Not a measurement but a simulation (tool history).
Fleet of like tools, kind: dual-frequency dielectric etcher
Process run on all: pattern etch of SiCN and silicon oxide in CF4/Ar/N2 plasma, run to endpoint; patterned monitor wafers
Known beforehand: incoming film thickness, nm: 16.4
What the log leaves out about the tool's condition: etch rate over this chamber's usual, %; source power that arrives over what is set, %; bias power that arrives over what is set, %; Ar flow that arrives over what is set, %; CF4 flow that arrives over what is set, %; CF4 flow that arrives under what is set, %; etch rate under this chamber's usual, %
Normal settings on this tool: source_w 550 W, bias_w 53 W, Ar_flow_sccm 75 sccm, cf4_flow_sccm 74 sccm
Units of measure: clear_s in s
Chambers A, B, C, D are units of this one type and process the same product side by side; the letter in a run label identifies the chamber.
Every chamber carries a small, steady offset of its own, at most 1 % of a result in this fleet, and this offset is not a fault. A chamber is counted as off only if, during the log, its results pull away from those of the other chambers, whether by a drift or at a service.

run    day  source_w  bias_w  Ar_flow_sccm  cf4_flow_sccm  hours since the last wet clean  hours since the last source power generator calibration  hours since the last bias power generator calibration  hours since the last Ar flow controller change  hours since the last CF4 flow controller change  clear_s
 1D  0.196       550      53            75             74                            63.7                                                   1635.7                                                   1273                                          3840.1                                           2232.6   16.683
 2A  0.333       550      53            75             74                           513.7                                                    123.3                                                 2685.4                                           918.5                                           1206.6   16.777
     0.375  -- chamber D: source power generator calibrated
     0.379  -- chamber A: wet clean of the chamber
 3C  0.525       550      53            75             74                           454.3                                                   1086.4                                                 2450.7                                          2078.5                                            567.1   16.694
 4B  0.738       550      53            75             74                           204.3                                                   1181.3                                                 1394.3                                          1325.8                                           2835.9   16.617
 5D   0.85       550      53            75             74                            79.4                                                     11.4                                                 1288.7                                          3855.8                                           2248.3   16.607
 6C  1.025       550      53            75             74                           466.3                                                   1098.4                                                 2462.7                                          2090.5                                            579.1   16.665
 7B  1.271       550      53            75             74                           217.1                                                   1194.1                                                 1407.1                                          1338.6                                           2848.7   16.541
 8A  1.412       550      53            75             74                            24.8                                                    149.2                                                 2711.3                                           944.4                                           1232.5   16.789
 9B  1.592       550      53            75             74                           224.8                                                   1201.8                                                 1414.8                                          1346.3                                           2856.4   16.614
10C  1.821       550      53            75             74                           485.4                                                   1117.5                                                 2481.8                                          2109.6                                            598.2   16.569
11D  2.042       550      53            75             74                             108                                                       40                                                 1317.3                                          3884.4                                           2276.9   16.754
12A    2.2       550      53            75             74                            43.7                                                    168.1                                                 2730.2                                           963.3                                           1251.4    16.85
13B  2.342       550      53            75             74                           242.8                                                   1219.8                                                 1432.8                                          1364.3                                           2874.4   16.498
14D  2.554       550      53            75             74                           120.3                                                     52.3                                                 1329.6                                          3896.7                                           2289.2   16.768
15A  2.779       550      53            75             74                            57.6                                                      182                                                 2744.1                                           977.2                                           1265.3   16.867
16C      3       440      53            75             63                           513.7                                                   1145.8                                                 2510.1                                          2137.9                                            626.5    21.04
17C  3.142       440      53            75             63                           517.1                                                   1149.2                                                 2513.5                                          2141.3                                            629.9   20.828
18A  3.375       440      53            75             63                            71.9                                                    196.3                                                 2758.4                                           991.5                                           1279.6   20.979
19D  3.508       440      53            75             63                           143.2                                                     75.2                                                 1352.5                                          3919.6                                           2312.1   20.874
     3.688  -- chamber C: wet clean of the chamber
20B  3.692       550      53            75             74                           275.2                                                   1252.2                                                 1465.2                                          1396.7                                           2906.8   16.639
21D  3.825       550      53            75             74                           150.8                                                     82.8                                                 1360.1                                          3927.2                                           2319.7    16.72
22A  3.975       550      64            75             83                            86.3                                                    210.7                                                 2772.8                                          1005.9                                             1294    15.67
23B  4.162       550      64            75             83                           286.5                                                   1263.5                                                 1476.5                                            1408                                           2918.1   15.531
24C   4.35       550      64            75             83                              16                                                   1178.2                                                 2542.5                                          2170.3                                            658.9   15.504
25C  4.579       550      64            75             83                            21.5                                                   1183.7                                                   2548                                          2175.8                                            664.4   15.472

Does one chamber stand apart from the rest, does the shared gauge drift, or is all well apart from small per-chamber offsets? Give the chamber and the most likely cause, where there is one.

Neither any chamber nor the gauge drifts; the chambers differ only by their own small, steady offsets.

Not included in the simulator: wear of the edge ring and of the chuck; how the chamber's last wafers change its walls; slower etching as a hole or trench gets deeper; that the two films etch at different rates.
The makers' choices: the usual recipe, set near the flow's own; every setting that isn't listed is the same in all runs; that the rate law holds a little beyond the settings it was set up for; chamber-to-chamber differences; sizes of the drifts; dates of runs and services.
